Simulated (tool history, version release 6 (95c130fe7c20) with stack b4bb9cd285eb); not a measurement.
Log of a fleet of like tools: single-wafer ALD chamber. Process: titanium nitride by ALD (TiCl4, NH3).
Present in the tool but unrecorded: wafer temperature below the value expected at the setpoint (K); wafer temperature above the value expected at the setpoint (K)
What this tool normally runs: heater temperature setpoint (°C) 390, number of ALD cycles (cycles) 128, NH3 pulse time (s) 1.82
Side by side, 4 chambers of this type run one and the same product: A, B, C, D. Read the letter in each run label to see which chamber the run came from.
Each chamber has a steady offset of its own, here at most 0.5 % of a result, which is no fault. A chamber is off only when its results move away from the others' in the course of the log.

run,hour,heater temperature setpoint (°C),number of ALD cycles (cycles),NH3 pulse time (s),hours since the last thermocouple change,"read-back reference wafer on the same gauge, thickness_nm",mean film thickness on the monitor wafer (nm)
1C,6.3,390,128,1.82,898.3,2.88,2.7714
2D,11.7,390,128,1.82,1084.4,2.8797,2.7957
3A,21.6,390,128,1.82,2060.1,2.8787,2.7693
4B,31.8,390,128,1.82,335.5,2.8785,2.7864
5C,40.2,390,128,1.82,932.2,2.878,2.7736
6D,45.6,390,128,1.82,1118.3,2.8785,2.7885
7B,55.7,390,128,1.82,359.4,2.8774,2.7888
8A,66.9,390,128,1.82,2105.4,2.8786,2.7627
9B,73.2,390,128,1.82,376.9,2.8785,2.7868
10A,80.8,390,128,1.82,2119.3,2.8762,2.7729
11C,92.5,383,128,2.04,984.5,2.877,2.7634
12D,99.8,383,128,2.04,1172.5,2.8756,2.7879
13C,108.1,383,128,2.04,1000.1,2.8759,2.7639
14A,119,383,128,2.04,2157.5,2.8757,2.7623
15D,128.4,390,128,1.82,1201.1,2.8753,2.7857
16B,135.3,390,128,1.82,439,2.875,2.7843
17A,144.5,390,128,1.82,2183,2.8746,2.7636
18D,151.2,390,128,1.82,1223.9,2.8742,2.7821
19C,156.8,390,128,1.82,1048.8,2.874,2.7667
20B,166.3,390,128,1.82,470,2.8734,2.7886
# hour 170.2: chamber A: thermocouple changed; heater temperature recalibrated
21A,177.3,390,128,1.82,7.1,2.8732,2.7676
22D,183.7,390,128,1.82,1256.4,2.8733,2.7835
23C,195.4,390,128,1.82,1087.4,2.8722,2.764
24B,205.6,390,128,1.82,509.3,2.8715,2.7881
25A,214,390,128,1.82,43.8,2.8712,2.7681
26D,220.2,390,128,1.82,1292.9,2.8718,2.781
27B,226.7,376,128,1.18,530.4,2.8711,2.6569
28C,234.2,376,128,1.18,1126.2,2.8702,2.6389
29B,246.4,376,128,1.18,550.1,2.8703,2.6603
30D,252.9,376,128,1.18,1325.6,2.8702,2.6517
31A,263,390,128,1.82,92.8,2.8703,2.7598
32C,271.8,390,128,1.21,1163.8,2.8708,2.6943
33B,280.8,390,128,1.21,584.5,2.8688,2.7152
34C,289.8,390,128,1.21,1181.8,2.869,2.6939
35A,295.6,390,128,1.21,125.4,2.8688,2.6995
# hour 300.7: chamber D: thermocouple changed; heater temperature recalibrated
36D,301.7,390,128,1.82,1.1,2.8683,2.7755
37D,309,390,128,1.82,8.4,2.8683,2.7777
38C,315.5,390,128,1.82,1207.5,2.8685,2.7613
39A,326.8,390,128,1.82,156.6,2.8669,2.7627
40B,338.4,390,128,1.82,642.1,2.8663,2.7779
41D,346.2,390,128,1.82,45.6,2.8664,2.7725

Next, all 4 chambers run the settings below, one line each with question marks for the results. What does each chamber give?
42A,355,390,128,1.82,,,?
42B,355,390,128,1.82,,,?
42C,355,390,128,1.82,,,?
42D,355,390,128,1.82,,,?

run,mean film thickness on the monitor wafer (nm)
42A,2.7585
42B,2.783
42C,2.7533
42D,2.7738

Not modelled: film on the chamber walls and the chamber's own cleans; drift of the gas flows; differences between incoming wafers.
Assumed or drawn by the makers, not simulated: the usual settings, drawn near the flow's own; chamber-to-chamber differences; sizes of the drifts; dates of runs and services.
